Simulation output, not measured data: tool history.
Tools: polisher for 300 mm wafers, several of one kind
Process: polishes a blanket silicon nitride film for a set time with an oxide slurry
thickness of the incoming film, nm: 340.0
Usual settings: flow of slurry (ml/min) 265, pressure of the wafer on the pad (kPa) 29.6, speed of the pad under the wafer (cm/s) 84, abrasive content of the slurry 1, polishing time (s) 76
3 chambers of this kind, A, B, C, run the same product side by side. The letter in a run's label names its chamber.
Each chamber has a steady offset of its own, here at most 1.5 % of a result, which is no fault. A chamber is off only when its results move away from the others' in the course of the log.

| run | hour | flow of slurry (ml/min) | pressure of the wafer on the pad (kPa) | speed of the pad under the wafer (cm/s) | abrasive content of the slurry | polishing time (s) | film removed (Å) |
|---|---|---|---|---|---|---|---|
|  | 5.4 | chamber A: slurry nozzle cleaned |
|  | 5.6 | chamber C: worn pad replaced by a new one |
| 1B | 5.7 | 265 | 29.6 | 84 | 1 | 76 | 560.48 |
|  | 9.6 | chamber B: conditioning disc replaced and pad reconditioned |
| 2A | 15.4 | 265 | 29.6 | 84 | 1 | 76 | 561.09 |
| 3C | 21.8 | 265 | 29.6 | 84 | 1 | 76 | 548.22 |
| 4B | 28.2 | 265 | 29.6 | 84 | 1 | 76 | 538.78 |
|  | 28.6 | chamber A: worn pad replaced by a new one |
| 5A | 36.3 | 265 | 29.6 | 84 | 1 | 76 | 563.78 |
| 6C | 47.2 | 265 | 29.6 | 84 | 1 | 76 | 563.06 |
| 7B | 58.1 | 265 | 29.6 | 84 | 1 | 76 | 546.01 |
|  | 64.7 | chamber C: worn pad replaced by a new one |
|  | 65.3 | chamber B: head pressure recalibrated |
| 8A | 68.2 | 265 | 29.6 | 104 | 1 | 76 | 653.87 |
|  | 74 | chamber A: slurry blender recalibrated |
| 9C | 74.3 | 265 | 29.6 | 104 | 1 | 76 | 676.42 |
| 10A | 81.5 | 265 | 29.6 | 104 | 1 | 76 | 650.77 |
|  | 86.9 | chamber A: worn pad replaced by a new one |
| 11B | 89.3 | 265 | 29.6 | 84 | 1 | 76 | 544.51 |
|  | 89.9 | chamber B: worn pad replaced by a new one |
|  | 95 | chamber C: slurry blender recalibrated |
| 12C | 97.4 | 205 | 29.6 | 84 | 1.25 | 76 | 602.12 |
| 13C | 108.9 | 205 | 29.6 | 84 | 1.25 | 76 | 579 |
|  | 110.3 | chamber A: head pressure recalibrated |
| 14A | 114.2 | 205 | 29.6 | 84 | 1.25 | 76 | 649.06 |
|  | 120.8 | chamber C: worn pad replaced by a new one |
| 15B | 120.9 | 265 | 29.6 | 56 | 1 | 97 | 501.76 |
| 16A | 129.4 | 265 | 29.6 | 56 | 1 | 97 | 548.69 |
| 17B | 136.5 | 265 | 29.6 | 56 | 1 | 97 | 501.64 |
| 18C | 144.3 | 265 | 29.6 | 84 | 1 | 76 | 560.63 |
|  | 150 | chamber C: conditioning disc replaced and pad reconditioned |
| 19C | 154.9 | 265 | 29.6 | 84 | 1 | 76 | 562.59 |
|  | 159.4 | chamber A: worn pad replaced by a new one |
| 20A | 161.4 | 265 | 29.6 | 84 | 1 | 76 | 604.85 |
| 21B | 171.5 | 265 | 29.6 | 84 | 1 | 76 | 551.45 |
|  | 175.9 | chamber A: slurry blender recalibrated |
| 22B | 178.8 | 265 | 29.6 | 84 | 1 | 76 | 550.6 |
| 23A | 185 | 265 | 29.6 | 84 | 1 | 76 | 610.32 |
|  | 185.5 | chamber C: worn pad replaced by a new one |
| 24C | 195.8 | 265 | 29.6 | 84 | 1 | 76 | 553.16 |
| 25B | 203.3 | 265 | 26.2 | 84 | 1 | 63 | 407.09 |
| 26C | 210.6 | 265 | 26.2 | 84 | 1 | 63 | 408.37 |

Is one chamber off against the others, does the gauge drift, or is nothing wrong? If a chamber is off, say which, and what the likeliest cause is.

A service left chamber A off against the others.
Cause: head's pressure above its setpoint, % = 9.19.

Here are 4 candidates for chamber A's next run, each the usual settings with a change, their results left as question marks. Which one brings its results back in line with what the others give on the usual settings?
In line means no further than this from the other chambers' mean on the usual settings: film removed (Å) 21
| 27A-1 | 219.3 | 265 | 31 | 84 | 1 | 79 | ? |
| 27A-2 | 219.3 | 265 | 29.6 | 84 | 1 | 64 | ? |
| 27A-3 | 219.3 | 265 | 28.3 | 80 | 1 | 76 | ? |
| 27A-4 | 219.3 | 270 | 29.6 | 98 | 1.05 | 76 | ? |

The other chambers' mean on the usual settings: film removed (Å) 552.83
| run | film removed (Å) |
|---|---|
| 27A-1 | 659.78 |
| 27A-2 | 510.63 |
| 27A-3 | 555.56 |
| 27A-4 | 703.67 |
27A-3 brings the chamber back in line.
